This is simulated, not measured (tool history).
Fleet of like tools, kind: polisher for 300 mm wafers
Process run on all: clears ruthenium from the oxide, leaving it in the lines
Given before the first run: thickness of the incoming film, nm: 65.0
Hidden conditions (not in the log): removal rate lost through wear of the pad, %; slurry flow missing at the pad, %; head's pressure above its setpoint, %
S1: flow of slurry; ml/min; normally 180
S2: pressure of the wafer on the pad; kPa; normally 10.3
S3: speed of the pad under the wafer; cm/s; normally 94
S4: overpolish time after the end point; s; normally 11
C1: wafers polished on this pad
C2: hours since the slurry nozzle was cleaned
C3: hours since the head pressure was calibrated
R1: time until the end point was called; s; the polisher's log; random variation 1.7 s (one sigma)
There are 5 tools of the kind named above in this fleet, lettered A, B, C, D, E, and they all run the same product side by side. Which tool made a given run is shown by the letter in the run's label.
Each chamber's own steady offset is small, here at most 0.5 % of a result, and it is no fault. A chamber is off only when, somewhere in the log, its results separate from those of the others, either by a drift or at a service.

| run | hour | S1 | S2 | S3 | S4 | C1 | C2 | C3 | R1 |
|---|---|---|---|---|---|---|---|---|---|
|  | 2 | chamber E: worn pad replaced by a new one |
| 1E | 7.6 | 180 | 10.3 | 94 | 11 | 52 | 42.7 | 1024.5 | 91.119 |
| 2C | 13 | 180 | 10.3 | 94 | 11 | 406 | 622.3 | 50.3 | 91.091 |
| 3A | 21.1 | 180 | 10.3 | 94 | 11 | 630 | 467.8 | 594.1 | 89.226 |
| 4B | 27.2 | 180 | 10.3 | 94 | 11 | 1118 | 276.6 | 192.6 | 91.398 |
| 5D | 31.1 | 180 | 10.3 | 94 | 11 | 571 | 393.4 | 46.2 | 88.87 |
|  | 35.2 | chamber D: slurry nozzle cleaned |
| 6B | 38.9 | 180 | 10.3 | 94 | 11 | 1227 | 288.3 | 204.3 | 88.241 |
| 7E | 43.2 | 180 | 10.3 | 94 | 11 | 382 | 78.3 | 1060.1 | 90.45 |
|  | 44.8 | chamber A: head pressure recalibrated |
|  | 47.2 | chamber A: worn pad replaced by a new one |
| 8C | 51.5 | 180 | 10.3 | 94 | 11 | 763 | 660.8 | 88.8 | 91.233 |
| 9A | 58.7 | 180 | 10.3 | 94 | 11 | 107 | 505.4 | 13.9 | 90.195 |
|  | 62.5 | chamber D: worn pad replaced by a new one |
| 10D | 63.5 | 180 | 10.3 | 94 | 11 | 9 | 28.3 | 78.6 | 89.54 |
|  | 66 | chamber B: worn pad replaced by a new one |
| 11E | 69 | 180 | 10.3 | 94 | 11 | 621 | 104.1 | 1085.9 | 88.905 |
| 12B | 73.4 | 180 | 10.3 | 94 | 11 | 69 | 322.8 | 238.8 | 90.174 |
| 13A | 78.6 | 180 | 10.3 | 94 | 11 | 291 | 525.3 | 33.8 | 87.919 |
| 14D | 84.6 | 180 | 10.3 | 94 | 11 | 205 | 49.4 | 99.7 | 85.733 |
|  | 88 | chamber C: worn pad replaced by a new one |
| 15C | 89.7 | 180 | 10.3 | 94 | 11 | 16 | 699 | 127 | 90.529 |
| 16D | 95.7 | 180 | 10.3 | 94 | 11 | 308 | 60.5 | 110.8 | 91.878 |
| 17A | 102.7 | 180 | 10.3 | 94 | 11 | 515 | 549.4 | 57.9 | 90.961 |
|  | 102.8 | chamber A: slurry nozzle cleaned |
| 18C | 108.7 | 180 | 10.3 | 94 | 11 | 192 | 718 | 146 | 91.99 |
| 19B | 115.9 | 180 | 10.3 | 94 | 11 | 463 | 365.3 | 281.3 | 89.537 |
|  | 119.3 | chamber C: slurry nozzle cleaned |
| 20E | 121 | 180 | 10.3 | 94 | 11 | 1103 | 156.1 | 1137.9 | 89.144 |
| 21C | 126.4 | 140 | 10.3 | 94 | 16 | 356 | 7.1 | 163.7 | 94.924 |
|  | 126.9 | chamber A: worn pad replaced by a new one |
| 22D | 132.8 | 140 | 10.3 | 94 | 16 | 652 | 97.6 | 147.9 | 97.72 |
| 23E | 138.7 | 140 | 10.3 | 94 | 16 | 1268 | 173.8 | 1155.6 | 91.128 |
|  | 143.3 | chamber E: worn pad replaced by a new one |
| 24B | 144.2 | 140 | 10.3 | 94 | 16 | 725 | 393.6 | 309.6 | 95.072 |
| 25A | 149.7 | 140 | 10.3 | 94 | 16 | 211 | 46.9 | 104.9 | 95.225 |
|  | 152.6 | chamber D: worn pad replaced by a new one |
| 26A | 156.3 | 180 | 10.3 | 94 | 11 | 272 | 53.5 | 111.5 | 91.797 |
| 27D | 162.5 | 180 | 10.3 | 94 | 11 | 92 | 127.3 | 177.6 | 89.861 |
| 28C | 166.6 | 180 | 10.3 | 94 | 11 | 729 | 47.3 | 203.9 | 88.654 |
| 29E | 172.9 | 180 | 11.7 | 94 | 11 | 275 | 208 | 1189.8 | 79.276 |
| 30B | 180.3 | 180 | 11.7 | 94 | 11 | 1060 | 429.7 | 345.7 | 75.443 |
| 31E | 185.4 | 180 | 11.7 | 94 | 11 | 391 | 220.5 | 1202.3 | 77.884 |
| 32C | 192.9 | 180 | 11.7 | 94 | 11 | 973 | 73.6 | 230.2 | 77.054 |

Each of the 5 chambers runs these same settings next. Fill in every chamber's results:
| 33A | 199.3 | 180 | 10.3 | 94 | 11 |  |  |  | ? |
| 33B | 199.3 | 180 | 10.3 | 94 | 11 |  |  |  | ? |
| 33C | 199.3 | 180 | 10.3 | 94 | 11 |  |  |  | ? |
| 33D | 199.3 | 180 | 10.3 | 94 | 11 |  |  |  | ? |
| 33E | 199.3 | 180 | 10.3 | 94 | 11 |  |  |  | ? |

| run | R1 |
|---|---|
| 33A | 89.215 |
| 33B | 86.209 |
| 33C | 88.845 |
| 33D | 91.873 |
| 33E | 90.847 |
